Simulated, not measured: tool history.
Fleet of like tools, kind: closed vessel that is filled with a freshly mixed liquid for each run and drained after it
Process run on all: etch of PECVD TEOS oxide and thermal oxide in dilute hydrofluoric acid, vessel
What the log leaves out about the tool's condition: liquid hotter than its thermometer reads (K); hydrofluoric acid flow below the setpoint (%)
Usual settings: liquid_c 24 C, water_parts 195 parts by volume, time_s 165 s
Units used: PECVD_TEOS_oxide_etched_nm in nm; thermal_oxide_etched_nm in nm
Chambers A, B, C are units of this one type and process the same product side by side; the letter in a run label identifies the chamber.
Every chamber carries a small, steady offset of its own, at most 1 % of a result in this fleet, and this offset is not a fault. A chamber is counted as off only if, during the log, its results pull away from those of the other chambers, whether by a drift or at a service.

| run | hour | liquid_c | water_parts | time_s | hours since the thermometer was replaced | hours since the hydrofluoric acid flow meter was replaced | read-back film thickness of the PECVD TEOS oxide reference wafer, read on the same gauge (nm) | read-back film thickness of the thermal oxide reference wafer, read on the same gauge (nm) | PECVD_TEOS_oxide_etched_nm | thermal_oxide_etched_nm |
|---|---|---|---|---|---|---|---|---|---|---|
| 1A | 7.8 | 24 | 195 | 165 | 1541.1 | 1789.7 | 140.03 | 119.99 | 8.2832 | 3.5073 |
| 2B | 15.2 | 24 | 195 | 165 | 1882.8 | 392.5 | 139.97 | 120.01 | 8.4332 | 3.5346 |
| 3C | 28.4 | 24 | 195 | 165 | 500 | 592.7 | 140.04 | 120 | 8.3092 | 3.4942 |
| 4C | 35 | 24 | 195 | 165 | 506.6 | 599.3 | 140.02 | 119.98 | 8.2438 | 3.5142 |
|  | 38.9 | chamber C: thermometer replaced |
| 5B | 43.5 | 24 | 195 | 165 | 1911.1 | 420.8 | 139.95 | 119.97 | 8.4637 | 3.5598 |
| 6A | 55.7 | 24 | 195 | 165 | 1589 | 1837.6 | 139.99 | 119.98 | 8.3083 | 3.5021 |
| 7B | 65.8 | 24 | 195 | 165 | 1933.4 | 443.1 | 139.98 | 120.01 | 8.3765 | 3.5627 |
| 8C | 78.3 | 24 | 195 | 165 | 39.5 | 642.6 | 139.97 | 120 | 8.3625 | 3.4849 |
| 9A | 89.8 | 24 | 195 | 165 | 1623.1 | 1871.7 | 140.05 | 120 | 8.3625 | 3.5263 |
| 10A | 102.1 | 24 | 195 | 165 | 1635.4 | 1884 | 139.97 | 119.99 | 8.3575 | 3.5262 |
| 11B | 116.6 | 24 | 195 | 165 | 1984.2 | 493.9 | 139.99 | 120.01 | 8.4565 | 3.5429 |
| 12C | 128.3 | 21 | 195 | 200 | 89.5 | 692.6 | 140.01 | 119.99 | 9.0263 | 3.7634 |
| 13C | 135.7 | 21 | 195 | 200 | 96.9 | 700 | 139.95 | 120 | 9.0096 | 3.7617 |
| 14A | 143.5 | 21 | 195 | 200 | 1676.8 | 1925.4 | 140.05 | 120.01 | 9.1096 | 3.8476 |
| 15B | 151.9 | 24 | 195 | 215 | 2019.5 | 529.2 | 140.05 | 120.01 | 10.885 | 4.5775 |
|  | 156.5 | chamber B: hydrofluoric acid flow meter replaced |
| 16C | 160.1 | 24 | 195 | 215 | 121.3 | 724.4 | 139.95 | 120.01 | 10.892 | 4.6121 |
|  | 170.1 | chamber C: hydrofluoric acid flow meter replaced |
| 17A | 173.4 | 24 | 195 | 215 | 1706.7 | 1955.3 | 139.99 | 120.01 | 10.934 | 4.5843 |
| 18B | 180 | 24 | 195 | 165 | 2047.6 | 23.5 | 139.97 | 120 | 8.4109 | 3.5232 |
| 19C | 192.4 | 24 | 195 | 165 | 153.6 | 22.3 | 140.02 | 120 | 8.3866 | 3.5125 |
| 20B | 205.4 | 24 | 195 | 165 | 2073 | 48.9 | 139.99 | 120 | 8.3933 | 3.5863 |
| 21A | 218.9 | 24 | 195 | 165 | 1752.2 | 2000.8 | 139.98 | 119.99 | 8.2814 | 3.4923 |
| 22A | 228.2 | 24 | 195 | 165 | 1761.5 | 2010.1 | 140.01 | 120 | 8.4297 | 3.5353 |
| 23B | 236.1 | 24 | 195 | 165 | 2103.7 | 79.6 | 139.98 | 120 | 8.4096 | 3.5308 |
| 24C | 250.1 | 24 | 195 | 165 | 211.3 | 80 | 139.93 | 120.01 | 8.3101 | 3.5016 |
| 25C | 257.1 | 21 | 195 | 110 | 218.3 | 87 | 140.04 | 119.98 | 4.9685 | 2.0816 |
| 26B | 265.1 | 21 | 195 | 110 | 2132.7 | 108.6 | 139.97 | 120 | 4.9759 | 2.1105 |
| 27A | 272.2 | 21 | 195 | 110 | 1805.5 | 2054.1 | 140.01 | 120 | 4.9649 | 2.0601 |

Is one chamber off against the others, does the gauge drift, or is nothing wrong? If a chamber is off, say which, and what the likeliest cause is.

The fleet is healthy, with each chamber sitting at its usual small offset and no drift in the gauge.

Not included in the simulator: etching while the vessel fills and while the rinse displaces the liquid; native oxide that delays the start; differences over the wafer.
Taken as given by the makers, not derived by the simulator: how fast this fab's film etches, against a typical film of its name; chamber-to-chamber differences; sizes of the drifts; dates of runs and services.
